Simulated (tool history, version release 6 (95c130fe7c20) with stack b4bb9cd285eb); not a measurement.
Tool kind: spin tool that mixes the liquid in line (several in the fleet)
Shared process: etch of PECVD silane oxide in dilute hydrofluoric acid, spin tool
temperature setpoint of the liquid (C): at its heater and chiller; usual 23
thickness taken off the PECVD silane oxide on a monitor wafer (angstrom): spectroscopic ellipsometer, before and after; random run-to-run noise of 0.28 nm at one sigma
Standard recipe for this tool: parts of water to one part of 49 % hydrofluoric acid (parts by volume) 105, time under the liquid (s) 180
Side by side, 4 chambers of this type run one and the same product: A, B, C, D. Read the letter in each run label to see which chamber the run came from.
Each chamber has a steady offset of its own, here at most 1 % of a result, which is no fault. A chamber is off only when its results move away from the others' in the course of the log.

run,hour,temperature setpoint of the liquid (C),parts of water to one part of 49 % hydrofluoric acid (parts by volume),time under the liquid (s),"read-back film thickness of the PECVD silane oxide reference wafer, read on the same gauge (nm)",thickness taken off the PECVD silane oxide on a monitor wafer (angstrom)
1C,12,23,105,180,29.981,484.06
2D,26.1,23,105,180,29.978,479.52
3A,39.2,23,105,180,30.003,488.02
4B,48,23,105,180,29.979,478.55
5C,54.9,23,105,180,29.974,481.42
6B,63,23,105,180,29.999,477.48
7D,72.9,23,105,180,29.986,479.77
8A,84.4,23,105,180,30.004,485.51
9D,96,18.5,105,285,29.952,640.01
10B,102.5,18.5,105,285,29.955,638.98
11C,109.8,18.5,105,285,29.962,633.13
12A,120.8,18.5,105,285,30.032,639.08
13D,129.6,23,105,270,30.003,730.2
14B,137.5,23,105,270,30.005,721.05
15C,147.4,23,105,270,29.999,725.62
16A,160.6,23,105,270,29.985,724.34
17B,170.4,23,105,180,30.014,480.42
18D,179.7,23,105,180,29.966,498
19C,189.4,23,105,180,29.998,479.95
20A,203.2,23,125,265,30.048,581.4
21A,212.5,23,125,265,29.99,584.77
22C,221.8,23,125,265,30.006,574.75
23B,228.9,23,125,265,30.027,581.64
24D,242.1,23,105,180,29.967,511.61
25D,251.5,23,140,275,30.007,564.57
26C,261,23,140,275,30.006,525.28

The same settings go to every chamber for the next run, one line per chamber below. Forecast the results for each:
27A,271.6,23,105,180,,?
27B,271.6,23,105,180,,?
27C,271.6,23,105,180,,?
27D,271.6,23,105,180,,?

run,thickness taken off the PECVD silane oxide on a monitor wafer (angstrom)
27A,482.81
27B,479.98
27C,477.9
27D,511.17
